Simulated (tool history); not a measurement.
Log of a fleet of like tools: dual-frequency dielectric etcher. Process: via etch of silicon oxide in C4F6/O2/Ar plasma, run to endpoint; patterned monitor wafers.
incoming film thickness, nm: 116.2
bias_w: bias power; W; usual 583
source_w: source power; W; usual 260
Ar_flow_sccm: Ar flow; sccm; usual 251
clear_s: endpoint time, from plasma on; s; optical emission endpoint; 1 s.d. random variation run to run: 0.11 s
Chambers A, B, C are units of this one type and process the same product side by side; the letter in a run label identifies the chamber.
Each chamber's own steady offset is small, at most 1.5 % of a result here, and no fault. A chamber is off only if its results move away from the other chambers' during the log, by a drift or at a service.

| run | hour | bias_w | source_w | Ar_flow_sccm | hours since the last wet clean | hours since the last bias power generator calibration | hours since the last source power generator calibration | hours since the last Ar flow controller change | clear_s |
|---|---|---|---|---|---|---|---|---|---|
| 1A | 3 | 583 | 260 | 251 | 426.4 | 2841.5 | 3463.1 | 464.4 | 28.193 |
| 2C | 5.7 | 583 | 260 | 251 | 49.8 | 1671.1 | 1457.7 | 2913 | 27.718 |
| 3B | 10.3 | 583 | 260 | 251 | 250.1 | 889.1 | 1541.3 | 1202 | 27.729 |
| 4B | 12.4 | 583 | 260 | 251 | 252.2 | 891.2 | 1543.4 | 1204.1 | 27.543 |
| 5C | 14.4 | 583 | 260 | 251 | 58.5 | 1679.8 | 1466.4 | 2921.7 | 27.746 |
| 6A | 16.9 | 583 | 260 | 251 | 440.3 | 2855.4 | 3477 | 478.3 | 27.909 |
| 7B | 19.4 | 583 | 260 | 251 | 259.2 | 898.2 | 1550.4 | 1211.1 | 27.82 |
| 8A | 23.2 | 583 | 260 | 251 | 446.6 | 2861.7 | 3483.3 | 484.6 | 28.138 |
| 9C | 25.7 | 583 | 260 | 251 | 69.8 | 1691.1 | 1477.7 | 2933 | 27.789 |
| 10C | 30.3 | 583 | 260 | 251 | 74.4 | 1695.7 | 1482.3 | 2937.6 | 27.777 |
| 11A | 34.3 | 583 | 260 | 190 | 457.7 | 2872.8 | 3494.4 | 495.7 | 27.141 |
| 12B | 37.7 | 583 | 260 | 190 | 277.5 | 916.5 | 1568.7 | 1229.4 | 26.917 |
| 13B | 41.3 | 583 | 260 | 190 | 281.1 | 920.1 | 1572.3 | 1233 | 26.852 |
| 14C | 44.8 | 583 | 240 | 219 | 88.9 | 1710.2 | 1496.8 | 2952.1 | 28.143 |
| 15A | 49 | 583 | 240 | 219 | 472.4 | 2887.5 | 3509.1 | 510.4 | 28.583 |
| 16C | 52.2 | 583 | 240 | 219 | 96.3 | 1717.6 | 1504.2 | 2959.5 | 28.119 |
| 17A | 55.3 | 583 | 260 | 251 | 478.7 | 2893.8 | 3515.4 | 516.7 | 28.164 |
| 18B | 59.1 | 583 | 260 | 251 | 298.9 | 937.9 | 1590.1 | 1250.8 | 27.793 |
| 19B | 63.8 | 583 | 260 | 251 | 303.6 | 942.6 | 1594.8 | 1255.5 | 27.628 |
| 20A | 67.6 | 583 | 260 | 251 | 491 | 2906.1 | 3527.7 | 529 | 28.228 |
| 21C | 71.5 | 583 | 260 | 251 | 115.6 | 1736.9 | 1523.5 | 2978.8 | 27.747 |
| 22B | 74 | 583 | 260 | 251 | 313.8 | 952.8 | 1605 | 1265.7 | 27.706 |
| 23A | 77.8 | 583 | 260 | 251 | 501.2 | 2916.3 | 3537.9 | 539.2 | 28.103 |
| 24C | 81.2 | 583 | 260 | 251 | 125.3 | 1746.6 | 1533.2 | 2988.5 | 27.755 |
| 25A | 84.2 | 583 | 260 | 251 | 507.6 | 2922.7 | 3544.3 | 545.6 | 27.932 |
| 26C | 88.2 | 583 | 260 | 251 | 132.3 | 1753.6 | 1540.2 | 2995.5 | 27.42 |

Does one chamber stand apart from the rest, does the shared gauge drift, or is all well apart from small per-chamber offsets? Give the chamber and the most likely cause, where there is one.

No chamber stands off beyond its own small offset, and the gauge holds steady.
